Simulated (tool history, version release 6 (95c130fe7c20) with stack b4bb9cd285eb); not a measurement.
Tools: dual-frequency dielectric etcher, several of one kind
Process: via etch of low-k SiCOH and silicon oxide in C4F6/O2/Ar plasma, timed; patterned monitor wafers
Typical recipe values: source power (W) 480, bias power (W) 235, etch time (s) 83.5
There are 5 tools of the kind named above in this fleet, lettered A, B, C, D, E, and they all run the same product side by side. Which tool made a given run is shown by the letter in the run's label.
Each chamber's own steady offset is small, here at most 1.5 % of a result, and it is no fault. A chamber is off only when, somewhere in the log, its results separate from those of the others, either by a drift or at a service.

run   hour  source power (W)  bias power (W)  etch time (s)  read-back reference wafer on the same gauge, depth_nm  mean etch depth across the wafer (Å)
 1A    4.9               480             235           83.5                                                 310.99                                2749.2
 2E    8.6               480             235           83.5                                                 311.09                                2699.4
 3B   12.6               480             235           83.5                                                 311.11                                2758.5
 4D   17.6               480             235           83.5                                                 311.22                                2727.2
 5C   22.5               480             235           83.5                                                 311.27                                2732.9
 6D   27.8               480             235           83.5                                                 311.33                                2727.6
 7C   30.2               480             235           83.5                                                 311.49                                2739.7
 8B   34.1               480             235           83.5                                                 311.48                                2759.0
 9E   36.9               480             235           83.5                                                 311.48                                2707.2
10A   40.5               480             235           83.5                                                 311.49                                2754.0
11E   43.8               480             235           83.5                                                 311.65                                2701.9
12D   48.9               480             235           83.5                                                 311.64                                2728.0
13A   53.5               480             235           83.5                                                 311.64                                2750.9
14C   57.9               480             235           83.5                                                 311.72                                2732.4
15B   62.7               480             235           83.5                                                 311.80                                2758.8
16A   66.9               480             235           83.5                                                 311.86                                2758.4
17D   71.1               480             235           83.5                                                 311.90                                2730.5
18E   75.1               480             235           83.5                                                 311.99                                2707.4
19B   79.2               480             235           83.5                                                 311.92                                2766.1
20C   83.8               480             235           83.5                                                 312.11                                2746.5
21A   86.2               480             271           67.0                                                 312.00                                2326.3
22C   91.4               480             271           67.0                                                 312.11                                2309.7
      92.3  -- chamber E: bias power generator calibrated
23B   94.4               480             271           67.0                                                 312.26                                2325.6
24D   97.5               480             271           67.0                                                 312.10                                2301.1
25E  100.0               480             271           67.0                                                 312.29                                2289.1
26C  103.8               480             235           83.5                                                 312.34                                2739.2
27B  109.0               480             235           83.5                                                 312.37                                2767.7
28E  114.3               520             235           83.5                                                 312.50                                2798.6
29D  119.2               520             235           83.5                                                 312.51                                2820.2
     119.3  -- chamber B: source power generator calibrated
30A  124.6               520             235           83.5                                                 312.58                                2836.8
     127.0  -- chamber C: wet clean of the chamber
31E  129.8               520             235           83.5                                                 312.59                                2800.4
32A  135.2               520             235           83.5                                                 312.60                                2852.3
33C  138.4               480             235           83.5                                                 312.82                                2739.0
34B  142.6               480             235           83.5                                                 312.60                                2771.5
35D  146.8               480             235           83.5                                                 312.83                                2737.2
36E  151.9               480             235           83.5                                                 312.96                                2729.4

Next, every chamber runs the same settings. What will each give?
37A  155.8               480             235           83.5                                                                                            ?
37B  155.8               480             235           83.5                                                                                            ?
37C  155.8               480             235           83.5                                                                                            ?
37D  155.8               480             235           83.5                                                                                            ?
37E  155.8               480             235           83.5                                                                                            ?

run  mean etch depth across the wafer (Å)
37A                                2766.1
37B                                2762.9
37C                                2754.3
37D                                2739.6
37E                                2724.0
